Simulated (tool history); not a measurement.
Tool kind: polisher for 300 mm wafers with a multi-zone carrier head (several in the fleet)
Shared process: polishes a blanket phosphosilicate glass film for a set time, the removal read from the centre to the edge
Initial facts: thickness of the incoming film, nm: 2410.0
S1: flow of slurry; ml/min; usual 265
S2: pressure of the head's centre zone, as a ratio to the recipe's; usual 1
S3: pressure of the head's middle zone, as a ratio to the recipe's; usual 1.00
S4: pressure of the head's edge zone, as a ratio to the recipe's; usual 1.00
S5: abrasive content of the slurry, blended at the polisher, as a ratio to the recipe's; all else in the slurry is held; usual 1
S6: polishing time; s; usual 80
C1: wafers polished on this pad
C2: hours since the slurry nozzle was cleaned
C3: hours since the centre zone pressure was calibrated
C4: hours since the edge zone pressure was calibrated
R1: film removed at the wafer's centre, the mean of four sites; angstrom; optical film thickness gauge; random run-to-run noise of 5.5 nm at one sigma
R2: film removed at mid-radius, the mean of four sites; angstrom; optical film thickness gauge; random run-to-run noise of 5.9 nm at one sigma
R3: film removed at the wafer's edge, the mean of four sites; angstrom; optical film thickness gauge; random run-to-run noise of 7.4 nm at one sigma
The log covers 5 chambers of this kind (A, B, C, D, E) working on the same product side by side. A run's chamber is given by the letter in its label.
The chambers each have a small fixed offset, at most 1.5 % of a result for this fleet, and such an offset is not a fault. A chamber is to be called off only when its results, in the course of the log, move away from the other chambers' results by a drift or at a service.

Run 1A, hour 4.7: usual settings; C1 422; C2 102.6; C3 763.6; C4 172.4. Result: R1 5959.0 angstrom, R2 5876.9 angstrom, R3 5747.5 angstrom.
Run 2C, hour 9.0: usual settings; C1 525; C2 574.6; C3 266.8; C4 554.2. Result: R1 5971.7 angstrom, R2 5864.5 angstrom, R3 5941.3 angstrom.
Run 3E, hour 15.2: usual settings; C1 521; C2 31.0; C3 194.2; C4 168.8. Result: R1 5780.5 angstrom, R2 5813.7 angstrom, R3 5790.2 angstrom.
Run 4B, hour 22.2: usual settings; C1 343; C2 580.9; C3 898.3; C4 364.1. Result: R1 5856.6 angstrom, R2 5947.1 angstrom, R3 5921.6 angstrom.
At hour 27.4: chamber D: worn pad replaced by a new one.
Run 5D, hour 27.6: usual settings; C1 1; C2 724.1; C3 55.4; C4 505.1. Result: R1 5942.8 angstrom, R2 5963.9 angstrom, R3 5863.7 angstrom.
Run 6A, hour 35.2: usual settings; C1 632; C2 133.1; C3 794.1; C4 202.9. Result: R1 5936.0 angstrom, R2 5882.8 angstrom, R3 5790.9 angstrom.
Run 7E, hour 41.4: usual settings; C1 701; C2 57.2; C3 220.4; C4 195.0. Result: R1 5879.3 angstrom, R2 5783.7 angstrom, R3 5811.0 angstrom.
Run 8C, hour 50.1: usual settings; C1 809; C2 615.7; C3 307.9; C4 595.3. Result: R1 5915.0 angstrom, R2 5796.0 angstrom, R3 5907.8 angstrom.
Run 9B, hour 59.6: usual settings; C1 601; C2 618.3; C3 935.7; C4 401.5. Result: R1 5805.7 angstrom, R2 5890.6 angstrom, R3 5881.7 angstrom.
Run 10D, hour 66.1: usual settings but S4 0.93, S6 99 s; C1 266; C2 762.6; C3 93.9; C4 543.6. Result: R1 7481.1 angstrom, R2 7197.4 angstrom, R3 6922.0 angstrom.
Run 11E, hour 75.6: usual settings but S4 0.93, S6 99 s; C1 937; C2 91.4; C3 254.6; C4 229.2. Result: R1 7347.2 angstrom, R2 7355.1 angstrom, R3 6979.4 angstrom.
Run 12D, hour 81.0: usual settings but S4 0.93, S6 99 s; C1 369; C2 777.5; C3 108.8; C4 558.5. Result: R1 7376.9 angstrom, R2 7383.8 angstrom, R3 7159.6 angstrom.
At hour 83.8: chamber C: worn pad replaced by a new one.
Run 13A, hour 89.4: usual settings but S4 0.93, S6 99 s; C1 1006; C2 187.3; C3 848.3; C4 257.1. Result: R1 7451.8 angstrom, R2 7250.8 angstrom, R3 7062.6 angstrom.
Run 14C, hour 95.6: usual settings but S4 0.93, S6 99 s; C1 81; C2 661.2; C3 353.4; C4 640.8. Result: R1 7366.7 angstrom, R2 7354.7 angstrom, R3 7101.8 angstrom.
At hour 101.9: chamber E: worn pad replaced by a new one.
Run 15B, hour 103.6: usual settings; C1 904; C2 662.3; C3 979.7; C4 445.5. Result: R1 5843.5 angstrom, R2 5953.8 angstrom, R3 6037.6 angstrom.
Run 16E, hour 111.9: usual settings; C1 69; C2 127.7; C3 290.9; C4 265.5. Result: R1 5870.7 angstrom, R2 5801.2 angstrom, R3 5937.9 angstrom.
At hour 112.3: chamber A: worn pad replaced by a new one.
At hour 115.6: chamber D: slurry nozzle cleaned.
Run 17A, hour 117.3: usual settings; C1 34; C2 215.2; C3 876.2; C4 285.0. Result: R1 5947.6 angstrom, R2 5970.7 angstrom, R3 5764.0 angstrom.
At hour 118.3: chamber A: centre zone pressure recalibrated.
At hour 120.6: chamber B: worn pad replaced by a new one.
Run 18D, hour 124.4: usual settings; C1 668; C2 8.9; C3 152.2; C4 601.9. Result: R1 6034.3 angstrom, R2 5912.5 angstrom, R3 5831.3 angstrom.
Run 19B, hour 132.6: usual settings but S3 1.07; C1 82; C2 691.3; C3 1008.7; C4 474.5. Result: R1 5902.3 angstrom, R2 6378.2 angstrom, R3 5871.4 angstrom.
At hour 139.2: chamber D: worn pad replaced by a new one.
Run 20C, hour 140.5: usual settings but S3 1.07; C1 390; C2 706.1; C3 398.3; C4 685.7. Result: R1 5984.3 angstrom, R2 6251.2 angstrom, R3 5845.7 angstrom.
Run 21E, hour 146.4: usual settings but S3 1.07; C1 306; C2 162.2; C3 325.4; C4 300.0. Result: R1 5832.7 angstrom, R2 6164.3 angstrom, R3 5755.2 angstrom.
Run 22B, hour 152.5: usual settings but S3 1.07; C1 220; C2 711.2; C3 1028.6; C4 494.4. Result: R1 5838.0 angstrom, R2 6238.8 angstrom, R3 5923.1 angstrom.
At hour 156.9: chamber D: edge zone pressure recalibrated.
Run 23A, hour 157.3: usual settings but S3 1.07; C1 310; C2 255.2; C3 39.0; C4 325.0. Result: R1 6048.2 angstrom, R2 6227.5 angstrom, R3 5869.4 angstrom.
Run 24D, hour 161.8: usual settings but S4 0.89, S6 95 s; C1 155; C2 46.3; C3 189.6; C4 4.9. Result: R1 7125.2 angstrom, R2 7011.5 angstrom, R3 6667.5 angstrom.
Run 25C, hour 171.5: usual settings but S4 0.89, S6 95 s; C1 604; C2 737.1; C3 429.3; C4 716.7. Result: R1 7076.7 angstrom, R2 6982.1 angstrom, R3 6563.2 angstrom.
Run 26A, hour 178.9: usual settings but S4 0.89, S6 95 s; C1 458; C2 276.8; C3 60.6; C4 346.6. Result: R1 7083.4 angstrom, R2 6940.0 angstrom, R3 6469.5 angstrom.
Run 27E, hour 185.6: usual settings but S4 0.89, S6 95 s; C1 576; C2 201.4; C3 364.6; C4 339.2. Result: R1 6962.7 angstrom, R2 6906.1 angstrom, R3 6578.3 angstrom.
Run 28B, hour 193.9: usual settings but S4 0.89, S6 95 s; C1 505; C2 752.6; C3 1070.0; C4 535.8. Result: R1 6913.2 angstrom, R2 7022.1 angstrom, R3 6549.3 angstrom.
At hour 197.6: chamber B: slurry nozzle cleaned.
Run 29C, hour 202.7: usual settings; C1 819; C2 768.3; C3 460.5; C4 747.9. Result: R1 5944.7 angstrom, R2 5763.4 angstrom, R3 5975.6 angstrom.
Run 30D, hour 212.4: usual settings; C1 504; C2 96.9; C3 240.2; C4 55.5. Result: R1 6062.3 angstrom, R2 5901.2 angstrom, R3 5896.3 angstrom.
Run 31E, hour 219.6: usual settings; C1 811; C2 235.4; C3 398.6; C4 373.2. Result: R1 5775.5 angstrom, R2 5763.8 angstrom, R3 5921.7 angstrom.
At hour 222.0: chamber C: worn pad replaced by a new one.
Run 32B, hour 227.0: usual settings; C1 733; C2 29.5; C3 1103.1; C4 568.9. Result: R1 5817.2 angstrom, R2 5900.8 angstrom, R3 5898.7 angstrom.
Run 33C, hour 234.7: usual settings; C1 87; C2 800.3; C3 492.5; C4 779.9. Result: R1 5906.9 angstrom, R2 5892.5 angstrom, R3 5921.5 angstrom.
Run 34D, hour 241.3: usual settings; C1 703; C2 125.8; C3 269.1; C4 84.4. Result: R1 5949.9 angstrom, R2 5968.1 angstrom, R3 5921.1 angstrom.
Run 35A, hour 245.9: usual settings; C1 920; C2 343.8; C3 127.6; C4 413.6. Result: R1 5943.0 angstrom, R2 5813.8 angstrom, R3 5832.9 angstrom.
Run 36A, hour 255.6: usual settings; C1 987; C2 353.5; C3 137.3; C4 423.3. Result: R1 5967.3 angstrom, R2 5867.6 angstrom, R3 5794.1 angstrom.
At hour 258.2: chamber E: worn pad replaced by a new one.
At hour 260.7: chamber D: worn pad replaced by a new one.
Run 37B, hour 261.9: usual settings; C1 973; C2 64.4; C3 1138.0; C4 603.8. Result: R1 5851.9 angstrom, R2 5864.9 angstrom, R3 5847.4 angstrom.
Run 38D, hour 270.3: usual settings; C1 66; C2 154.8; C3 298.1; C4 113.4. Result: R1 5955.3 angstrom, R2 5812.0 angstrom, R3 5936.5 angstrom.
Run 39E, hour 279.3: usual settings but S4 1.09; C1 145; C2 295.1; C3 458.3; C4 432.9. Result: R1 5869.8 angstrom, R2 5833.4 angstrom, R3 6104.7 angstrom.

Next, every chamber runs the same settings. What will each give?
Run 40A, hour 286.4: usual settings but S6 102 s. Result: R1 ?, R2 ?, R3 ?.
Run 40B, hour 286.4: usual settings but S6 102 s. Result: R1 ?, R2 ?, R3 ?.
Run 40C, hour 286.4: usual settings but S6 102 s. Result: R1 ?, R2 ?, R3 ?.
Run 40D, hour 286.4: usual settings but S6 102 s. Result: R1 ?, R2 ?, R3 ?.
Run 40E, hour 286.4: usual settings but S6 102 s. Result: R1 ?, R2 ?, R3 ?.

run      R1      R2      R3
40A  7658.5  7547.8  7565.7
40B  7481.5  7670.0  7465.8
40C  7564.3  7390.3  7570.7
40D  7642.5  7536.5  7556.2
40E  7427.9  7423.4  7662.7

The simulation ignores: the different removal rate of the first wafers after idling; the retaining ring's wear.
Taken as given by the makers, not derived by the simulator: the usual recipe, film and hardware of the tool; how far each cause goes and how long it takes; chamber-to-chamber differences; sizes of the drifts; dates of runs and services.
